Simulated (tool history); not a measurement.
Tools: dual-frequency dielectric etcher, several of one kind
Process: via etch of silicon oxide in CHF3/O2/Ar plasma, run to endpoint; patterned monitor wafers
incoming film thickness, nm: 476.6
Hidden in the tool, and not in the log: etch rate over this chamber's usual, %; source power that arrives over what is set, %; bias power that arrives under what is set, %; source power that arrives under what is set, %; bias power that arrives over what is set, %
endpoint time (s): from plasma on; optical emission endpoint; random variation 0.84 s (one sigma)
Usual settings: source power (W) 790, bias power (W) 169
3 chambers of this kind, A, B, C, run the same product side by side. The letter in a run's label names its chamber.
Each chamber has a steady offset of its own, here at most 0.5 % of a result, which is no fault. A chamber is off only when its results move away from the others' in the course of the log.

run,hour,source power (W),bias power (W),hours since the last wet clean,hours since the last source power generator calibration,hours since the last bias power generator calibration,endpoint time (s)
1B,13.1,790,169,187.3,2523.3,311,219.41
2C,21.4,790,169,144.6,2056.9,2828.5,222.09
3A,34.1,790,169,426.2,785.3,346.7,222.2
4C,45.9,790,169,169.1,2081.4,2853,221.65
5B,54.5,790,169,228.7,2564.7,352.4,220.29
6A,65.8,790,169,457.9,817,378.4,223
7C,79.1,790,169,202.3,2114.6,2886.2,218.84
8A,88.8,790,169,480.9,840,401.4,221.12
9B,100.2,670,169,274.4,2610.4,398.1,236.31
10A,111.2,670,169,503.3,862.4,423.8,236.61
11B,119.5,670,169,293.7,2629.7,417.4,233.6
12C,130.2,920,185,253.4,2165.7,2937.3,202.67
13B,139.6,920,185,313.8,2649.8,437.5,202.95
# hour 145.2: chamber A: wet clean of the chamber
14A,151,920,185,5.8,902.2,463.6,204.97
15C,162.4,790,169,285.6,2197.9,2969.5,220.82
16C,175.7,790,169,298.9,2211.2,2982.8,220.73
# hour 179.5: chamber B: wet clean of the chamber
17A,182.1,790,169,36.9,933.3,494.7,221.78
18B,195.2,790,169,15.8,2705.4,493.1,221.45
19C,202.6,790,169,325.8,2238.1,3009.7,221.88
20A,214,790,169,68.8,965.2,526.6,221.8
21B,226,790,169,46.6,2736.2,523.9,219.65
22B,235.4,790,169,56,2745.6,533.3,221.56
23A,243.5,790,169,98.3,994.7,556.1,220.33
24C,256.2,790,169,379.4,2291.7,3063.3,220.28
25A,265.5,790,169,120.3,1016.7,578.1,221.54
26B,275.2,790,169,95.8,2785.4,573.1,220.44

What goes on in this fleet: one chamber off, a drifting gauge, or nothing beyond the chambers' own small offsets? Name the chamber and the cause, if any.

No chamber stands off beyond its own small offset, and the gauge holds steady.

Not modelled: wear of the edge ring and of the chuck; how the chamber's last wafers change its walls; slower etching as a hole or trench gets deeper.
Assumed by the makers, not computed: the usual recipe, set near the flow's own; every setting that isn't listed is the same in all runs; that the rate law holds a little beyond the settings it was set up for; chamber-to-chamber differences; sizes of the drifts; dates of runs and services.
